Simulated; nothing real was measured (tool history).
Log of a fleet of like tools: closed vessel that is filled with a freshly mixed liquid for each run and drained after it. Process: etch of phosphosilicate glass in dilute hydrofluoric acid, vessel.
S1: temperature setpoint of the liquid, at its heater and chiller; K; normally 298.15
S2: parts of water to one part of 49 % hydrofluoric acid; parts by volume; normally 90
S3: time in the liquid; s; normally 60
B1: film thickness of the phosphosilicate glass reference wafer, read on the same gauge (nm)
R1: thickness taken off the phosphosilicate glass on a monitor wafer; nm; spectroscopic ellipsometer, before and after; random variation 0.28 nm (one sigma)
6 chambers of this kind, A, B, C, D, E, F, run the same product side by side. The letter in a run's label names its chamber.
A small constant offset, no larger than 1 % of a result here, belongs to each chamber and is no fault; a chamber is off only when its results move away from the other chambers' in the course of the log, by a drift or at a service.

| run | hour | S1 | S2 | S3 | B1 | R1 |
|---|---|---|---|---|---|---|
| 1E | 6.3 | 298.15 | 90 | 60 | 29.978 | 52.279 |
| 2A | 11.3 | 298.15 | 90 | 60 | 29.990 | 51.119 |
| 3C | 19.8 | 298.15 | 90 | 60 | 30.025 | 52.142 |
| 4B | 29.7 | 298.15 | 90 | 60 | 30.017 | 51.263 |
|  | 33.5 | chamber D: thermometer replaced |
| 5F | 35.1 | 298.15 | 90 | 60 | 30.026 | 51.814 |
| 6D | 42.7 | 298.15 | 90 | 60 | 29.975 | 51.372 |
| 7C | 49.3 | 298.15 | 90 | 60 | 30.004 | 52.187 |
| 8B | 55.8 | 298.15 | 55 | 60 | 30.021 | 87.617 |
| 9E | 64.0 | 298.15 | 55 | 60 | 29.995 | 88.306 |
| 10D | 75.2 | 298.15 | 55 | 60 | 30.004 | 87.885 |
| 11A | 85.2 | 298.15 | 55 | 60 | 30.029 | 87.954 |
| 12F | 96.0 | 298.15 | 55 | 60 | 30.020 | 88.260 |
| 13E | 106.5 | 298.15 | 55 | 60 | 29.999 | 88.442 |
|  | 111.0 | chamber C: thermometer replaced |
|  | 112.2 | chamber B: thermometer replaced |
| 14A | 115.6 | 298.15 | 90 | 60 | 30.005 | 52.168 |
| 15F | 122.0 | 298.15 | 90 | 60 | 29.980 | 50.904 |
| 16D | 131.4 | 298.15 | 90 | 60 | 29.994 | 50.983 |
| 17C | 142.3 | 298.15 | 90 | 60 | 29.995 | 52.613 |
| 18B | 152.1 | 298.15 | 60 | 60 | 30.018 | 79.877 |
|  | 159.3 | chamber F: thermometer replaced |
| 19D | 159.8 | 298.15 | 60 | 60 | 29.975 | 80.234 |
| 20A | 168.8 | 298.15 | 60 | 60 | 30.020 | 80.518 |
| 21B | 174.6 | 298.15 | 60 | 60 | 29.998 | 79.473 |
| 22E | 179.9 | 298.15 | 60 | 60 | 29.982 | 80.787 |
|  | 188.7 | chamber A: hydrofluoric acid flow meter replaced |
| 23F | 190.0 | 298.15 | 60 | 60 | 29.998 | 79.957 |
| 24C | 198.4 | 298.15 | 90 | 60 | 30.030 | 52.035 |
| 25E | 209.0 | 298.15 | 90 | 50 | 29.991 | 42.995 |
| 26D | 216.9 | 298.15 | 90 | 50 | 29.990 | 41.452 |
| 27A | 227.8 | 298.15 | 90 | 50 | 29.983 | 42.932 |
| 28B | 235.9 | 298.15 | 90 | 50 | 29.991 | 42.562 |
| 29F | 247.1 | 298.15 | 90 | 50 | 30.005 | 42.530 |
| 30C | 255.1 | 298.15 | 90 | 50 | 30.000 | 43.420 |
| 31D | 261.3 | 298.15 | 90 | 60 | 30.000 | 48.757 |
| 32C | 268.9 | 298.15 | 90 | 60 | 29.977 | 51.910 |
| 33E | 279.7 | 298.15 | 90 | 60 | 29.976 | 52.140 |
| 34F | 284.7 | 298.15 | 90 | 60 | 29.987 | 51.010 |
| 35B | 293.5 | 298.15 | 90 | 60 | 30.011 | 51.001 |
| 36A | 299.2 | 298.15 | 90 | 60 | 30.007 | 51.442 |
| 37B | 309.8 | 298.15 | 90 | 60 | 30.004 | 51.281 |

Decide between three cases: one chamber stands off from its peers, the gauge reading all wafers drifts, or nothing is wrong past each chamber's small offset. Where a chamber is off, say which and what most likely put it there.

Little by little, chamber D moves away from the other chambers.
What lies behind it: hydrofluoric acid flow below the setpoint (%) = 5.6.
The log may not separate it from: liquid colder than its thermometer reads (K).

Which of the 4 candidates below, each the usual settings with something changed and its results left as question marks, puts chamber D back in line with what the other chambers give on the usual settings?
In line here means within this much of the mean the other chambers give on the usual settings: R1 0.990 nm
| 38D-1 | 318.1 | 294.65 | 90 | 60 |  | ? |
| 38D-2 | 318.1 | 298.15 | 90 | 65 |  | ? |
| 38D-3 | 318.1 | 297.65 | 95 | 60 |  | ? |
| 38D-4 | 318.1 | 298.15 | 80 | 60 |  | ? |

The other chambers' mean on the usual settings: R1 51.650 nm
| run | R1 |
|---|---|
| 38D-1 | 41.618 |
| 38D-2 | 51.760 |
| 38D-3 | 44.063 |
| 38D-4 | 54.596 |
The right change is 38D-2: it brings the chamber back within the allowed miss of the others.

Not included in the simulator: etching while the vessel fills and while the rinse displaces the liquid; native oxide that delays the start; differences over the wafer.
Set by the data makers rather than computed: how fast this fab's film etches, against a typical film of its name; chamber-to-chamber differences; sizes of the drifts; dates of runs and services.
